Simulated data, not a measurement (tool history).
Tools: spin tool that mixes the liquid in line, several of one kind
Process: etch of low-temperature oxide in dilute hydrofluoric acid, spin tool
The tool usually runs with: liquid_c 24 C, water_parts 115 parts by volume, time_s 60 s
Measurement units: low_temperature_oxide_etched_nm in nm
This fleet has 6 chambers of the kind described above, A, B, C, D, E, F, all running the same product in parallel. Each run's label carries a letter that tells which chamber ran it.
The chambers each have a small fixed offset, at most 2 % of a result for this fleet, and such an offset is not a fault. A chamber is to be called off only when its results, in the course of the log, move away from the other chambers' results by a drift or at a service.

run,day,liquid_c,water_parts,time_s,"read-back film thickness of the low-temperature oxide reference wafer, read on the same gauge (nm)",low_temperature_oxide_etched_nm
1E,0.292,24,115,60,30.003,11.6420
2A,0.625,24,115,60,30.023,11.8940
3B,1.058,24,115,60,29.991,11.7540
# day 1.192: chamber D: hydrofluoric acid flow meter replaced
4D,1.621,24,115,60,30.026,12.0450
5F,2.096,24,115,60,30.023,11.6310
6C,2.367,24,115,60,29.994,12.0240
7F,2.708,24,115,60,29.996,11.7850
8A,3.204,24,115,60,29.991,11.6460
9B,3.462,24,115,60,29.987,11.7610
10D,3.746,24,115,60,30.015,11.9450
11C,4.221,24,115,60,29.954,12.0940
12E,4.550,24,115,60,30.040,11.6370
13D,4.888,24,115,60,30.005,11.9690
14A,5.171,24,115,60,30.010,11.2700
15E,5.629,24,115,60,29.982,11.4120
16F,5.996,24,115,60,30.014,11.6710
17C,6.425,24,115,60,30.011,11.9630
18B,6.679,24,115,60,29.957,11.7350
19E,7.221,24,115,60,29.933,11.4870
20C,7.517,24,80,60,30.017,18.0500
21B,7.838,24,80,60,30.014,17.9000
22A,8.246,24,80,60,29.963,16.8820
23D,8.783,24,80,60,30.011,17.9900
24F,9.192,24,80,60,30.043,17.4510
25B,9.538,24,80,60,30.016,17.8520
26A,10.025,24,115,60,29.974,11.0360
27D,10.371,24,115,60,29.976,11.6720
28E,10.850,24,115,60,29.990,11.6610
29F,11.175,24,115,60,30.009,11.7040
30C,11.554,24,115,60,29.995,11.9070
31F,11.808,24,115,60,29.981,11.7810
32D,12.375,24,115,60,30.010,11.9450
33B,12.642,24,115,60,30.000,11.8540
34E,13.154,24,115,60,29.988,11.8490
35C,13.596,24,115,60,30.025,11.6620
36A,13.850,24,115,60,30.016,10.6340
37E,14.192,24,115,60,30.009,11.6010

Is one chamber out of step, is the gauge drifting, or do the chambers differ by no more than their own small offsets? For an off chamber, give its letter and the likeliest cause.

One chamber, A, drifts off from the rest bit by bit.
What lies behind it: liquid colder than its thermometer reads (K) = 2.14.
From this log alone, it may not be told apart from: hydrofluoric acid flow below the setpoint (%).

Chamber A could run next with any of the 4 candidate recipes listed below; each alters the usual settings, and their results appear as question marks. Which one brings its results back in line with what the other chambers deliver on the usual settings?
Allowed miss from the other chambers' usual-settings mean, per result, to count as in line: low_temperature_oxide_etched_nm 0.3800 nm
38A-1,14.608,23.0,115,60,,?
38A-2,14.608,24.0,125,60,,?
38A-3,14.608,26.5,115,60,,?
38A-4,14.608,25.0,115,60,,?

The other chambers' mean on the usual settings: low_temperature_oxide_etched_nm 11.7880 nm
run,low_temperature_oxide_etched_nm
38A-1,10.2840
38A-2,9.7364
38A-3,11.8440
38A-4,11.1530
38A-3 puts the chamber back in line with the other chambers.

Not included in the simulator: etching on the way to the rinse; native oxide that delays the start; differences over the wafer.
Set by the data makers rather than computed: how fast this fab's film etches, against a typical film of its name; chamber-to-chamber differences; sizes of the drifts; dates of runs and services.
